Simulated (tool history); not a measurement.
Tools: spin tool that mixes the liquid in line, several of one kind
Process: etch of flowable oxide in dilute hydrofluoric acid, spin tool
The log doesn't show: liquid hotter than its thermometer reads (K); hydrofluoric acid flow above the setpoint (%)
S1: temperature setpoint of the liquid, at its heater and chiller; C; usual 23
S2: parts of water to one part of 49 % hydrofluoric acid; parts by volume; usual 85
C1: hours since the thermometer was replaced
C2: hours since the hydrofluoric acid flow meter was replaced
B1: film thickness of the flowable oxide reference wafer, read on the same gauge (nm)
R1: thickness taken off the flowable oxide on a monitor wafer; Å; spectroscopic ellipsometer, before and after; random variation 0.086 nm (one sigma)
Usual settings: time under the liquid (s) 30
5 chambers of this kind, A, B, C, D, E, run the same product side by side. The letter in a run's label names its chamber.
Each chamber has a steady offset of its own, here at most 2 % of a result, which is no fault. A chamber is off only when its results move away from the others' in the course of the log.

Run 1A, day 0.338: usual settings; C1 780.6; C2 137; B1 39.999. Result: R1 129.98 Å.
Run 2C, day 0.604: usual settings; C1 1681.5; C2 1057.6; B1 39.999. Result: R1 128.88 Å.
Run 3D, day 0.921: usual settings; C1 820.6; C2 1519.5; B1 39.989. Result: R1 127.39 Å.
Run 4E, day 1.333: usual settings; C1 1028.5; C2 986; B1 39.987. Result: R1 129.25 Å.
Run 5B, day 1.625: usual settings; C1 670.3; C2 208.8; B1 40.01. Result: R1 128.78 Å.
At day 1.792: chamber E: hydrofluoric acid flow meter replaced.
Run 6B, day 1.983: usual settings but S1 20 C, S2 70 parts by volume; C1 678.9; C2 217.4; B1 40.009. Result: R1 141.28 Å.
Run 7E, day 2.238: usual settings but S1 20 C, S2 70 parts by volume; C1 1050.2; C2 10.7; B1 39.993. Result: R1 142.32 Å.
Run 8D, day 2.642: usual settings but S1 20 C, S2 70 parts by volume; C1 861.9; C2 1560.8; B1 40.011. Result: R1 139.41 Å.
Run 9C, day 2.842: usual settings but S1 20 C, S2 70 parts by volume; C1 1735.2; C2 1111.3; B1 39.981. Result: R1 140.49 Å.
Run 10A, day 3.158: usual settings but S1 20 C, S2 70 parts by volume; C1 848.3; C2 204.7; B1 39.994. Result: R1 143.23 Å.
Run 11E, day 3.458: usual settings; C1 1079.5; C2 40; B1 39.984. Result: R1 128.75 Å.
Run 12D, day 3.692: usual settings; C1 887.1; C2 1586; B1 40.01. Result: R1 127.18 Å.
At day 3.958: chamber E: thermometer replaced.
Run 13C, day 4.017: usual settings; C1 1763.4; C2 1139.5; B1 40.006. Result: R1 128.19 Å.
Run 14A, day 4.329: usual settings; C1 876.4; C2 232.8; B1 39.975. Result: R1 131.13 Å.
Run 15B, day 4.592: usual settings; C1 741.5; C2 280; B1 39.995. Result: R1 129.55 Å.
Run 16E, day 5.012: usual settings; C1 25.4; C2 77.3; B1 39.977. Result: R1 128.13 Å.
Run 17A, day 5.342: usual settings but S2 60 parts by volume; C1 900.7; C2 257.1; B1 39.99. Result: R1 195.11 Å.
Run 18D, day 5.612: usual settings but S2 60 parts by volume; C1 933.2; C2 1632.1; B1 40.013. Result: R1 186.29 Å.
Run 19B, day 6.029: usual settings but S2 60 parts by volume; C1 776; C2 314.5; B1 40.005. Result: R1 186.09 Å.
Run 20C, day 6.367: usual settings but S2 60 parts by volume; C1 1819.8; C2 1195.9; B1 39.977. Result: R1 187.2 Å.
Run 21C, day 6.638: usual settings but S2 60 parts by volume; C1 1826.3; C2 1202.4; B1 39.977. Result: R1 187.02 Å.
Run 22B, day 7.042: usual settings; C1 800.3; C2 338.8; B1 40.03. Result: R1 129.69 Å.
Run 23E, day 7.346: usual settings but S2 60 parts by volume, time under the liquid (s) 45; C1 81.4; C2 133.3; B1 39.992. Result: R1 281.94 Å.
Run 24A, day 7.612: usual settings but S2 60 parts by volume, time under the liquid (s) 45; C1 955.2; C2 311.6; B1 40.01. Result: R1 301.17 Å.
Run 25D, day 8.017: usual settings but S2 60 parts by volume, time under the liquid (s) 45; C1 990.9; C2 1689.8; B1 40.008. Result: R1 280.26 Å.
Run 26B, day 8.254: usual settings but S2 60 parts by volume, time under the liquid (s) 45; C1 829.4; C2 367.9; B1 39.991. Result: R1 281.73 Å.
Run 27C, day 8.571: usual settings but S2 60 parts by volume, time under the liquid (s) 45; C1 1872.7; C2 1248.8; B1 39.982. Result: R1 280.8 Å.
Run 28D, day 8.808: usual settings; C1 1009.9; C2 1708.8; B1 39.993. Result: R1 127.19 Å.
Run 29A, day 9.112: usual settings but S1 25 C; C1 991.2; C2 347.6; B1 39.992. Result: R1 150.51 Å.
Run 30E, day 9.325: usual settings but S1 25 C; C1 128.9; C2 180.8; B1 39.981. Result: R1 141.01 Å.
Run 31E, day 9.571: usual settings but S1 25 C; C1 134.8; C2 186.7; B1 39.997. Result: R1 141.06 Å.
Run 32B, day 9.846: usual settings but S1 25 C; C1 867.6; C2 406.1; B1 40.004. Result: R1 140.49 Å.
Run 33D, day 10.217: usual settings but S1 25 C; C1 1043.7; C2 1742.6; B1 40.009. Result: R1 139.47 Å.

Is one chamber off against the others, does the gauge drift, or is nothing wrong? If a chamber is off, say which, and what the likeliest cause is.

Chamber A drifts away from the others.
Cause: liquid hotter than its thermometer reads (K) = 2.02.
The log may not tell that from: hydrofluoric acid flow above the setpoint (%).

Here are 4 candidates for chamber A's next run, each the usual settings with a change, their results left as question marks. Which one brings its results back in line with what the others give on the usual settings?
In line means no further than this from the other chambers' mean on the usual settings: R1 3 Å
Run 34A-1, day 10.517: usual settings but S1 25.5 C. Result: R1 ?.
Run 34A-2, day 10.517: usual settings but S1 23.5 C, time under the liquid (s) 35. Result: R1 ?.
Run 34A-3, day 10.517: usual settings but S1 20.5 C. Result: R1 ?.
Run 34A-4, day 10.517: usual settings but time under the liquid (s) 25. Result: R1 ?.

The other chambers' mean on the usual settings: R1 128.24 Å
  run      R1
34A-1  155.55
34A-2  167.99
34A-3  127.84
34A-4  117.64
34A-3 brings the chamber back in line.

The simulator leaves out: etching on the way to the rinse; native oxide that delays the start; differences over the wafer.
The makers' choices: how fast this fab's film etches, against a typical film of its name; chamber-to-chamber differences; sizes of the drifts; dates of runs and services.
